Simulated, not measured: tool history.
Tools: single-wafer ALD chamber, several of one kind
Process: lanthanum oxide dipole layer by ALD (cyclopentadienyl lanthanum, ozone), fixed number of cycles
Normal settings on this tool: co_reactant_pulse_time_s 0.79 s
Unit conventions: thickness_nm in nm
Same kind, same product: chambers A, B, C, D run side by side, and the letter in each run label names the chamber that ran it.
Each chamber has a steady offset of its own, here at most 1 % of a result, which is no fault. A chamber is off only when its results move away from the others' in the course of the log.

run	hour	co_reactant_pulse_time_s	read-back reference wafer on the same gauge, thickness_nm	thickness_nm
1C	11.4	0.79	0.41999	0.45959
2A	16.7	0.79	0.41992	0.45418
# hour 23.4: chamber C: thermocouple changed; heater temperature recalibrated
3B	26.1	0.79	0.42017	0.46466
4D	31.6	0.79	0.42025	0.46147
# hour 38.7: chamber D: ozone generator serviced
5B	40.6	0.79	0.42022	0.46548
6C	50.3	0.79	0.41996	0.45886
7A	55.8	0.79	0.42011	0.45514
8D	63.3	0.79	0.42039	0.463
9A	74.4	0.79	0.4198	0.4547
10D	80.7	0.79	0.41989	0.46166
11C	86.7	0.79	0.42002	0.46015
12B	96.7	0.79	0.4197	0.46149
13C	104.3	0.79	0.41959	0.45789
14B	115.9	0.79	0.41969	0.46503
15A	127.4	0.79	0.41973	0.45452
16D	136.1	0.79	0.41955	0.46279
17C	143.1	0.79	0.42006	0.45813
18A	154.7	0.79	0.41963	0.45766
19D	164.1	0.93	0.42008	0.49094
20B	169.6	0.93	0.42003	0.49084
21B	176.8	0.93	0.41993	0.49209
22C	182.1	0.93	0.42026	0.48876
23A	193.4	0.79	0.42017	0.45761
24D	204.2	0.79	0.42017	0.46129
25C	212	0.79	0.41985	0.45874
26D	223.5	0.65	0.41984	0.42601
27A	234.3	0.65	0.41991	0.41676
28B	244.7	0.65	0.42005	0.42519
29D	252.1	0.65	0.41985	0.42646
30B	262.3	0.79	0.41997	0.46564
31A	270.6	0.79	0.42024	0.45611
32C	278.1	0.79	0.42007	0.45769
33C	285.3	0.66	0.42	0.42477
34D	290.6	0.66	0.41979	0.42864
35B	298.5	0.66	0.42032	0.4285
36A	305.6	0.66	0.41964	0.41726
37D	316.4	0.79	0.41999	0.46366
38B	326.6	0.79	0.42022	0.46365
39C	333.6	0.79	0.41978	0.45862
40A	344.2	0.79	0.41958	0.45381

All 4 chambers run these settings next. Forecast each chamber's results:
41A	352.5	0.79		?
41B	352.5	0.79		?
41C	352.5	0.79		?
41D	352.5	0.79		?

run	thickness_nm
41A	0.45649
41B	0.46181
41C	0.45886
41D	0.46079

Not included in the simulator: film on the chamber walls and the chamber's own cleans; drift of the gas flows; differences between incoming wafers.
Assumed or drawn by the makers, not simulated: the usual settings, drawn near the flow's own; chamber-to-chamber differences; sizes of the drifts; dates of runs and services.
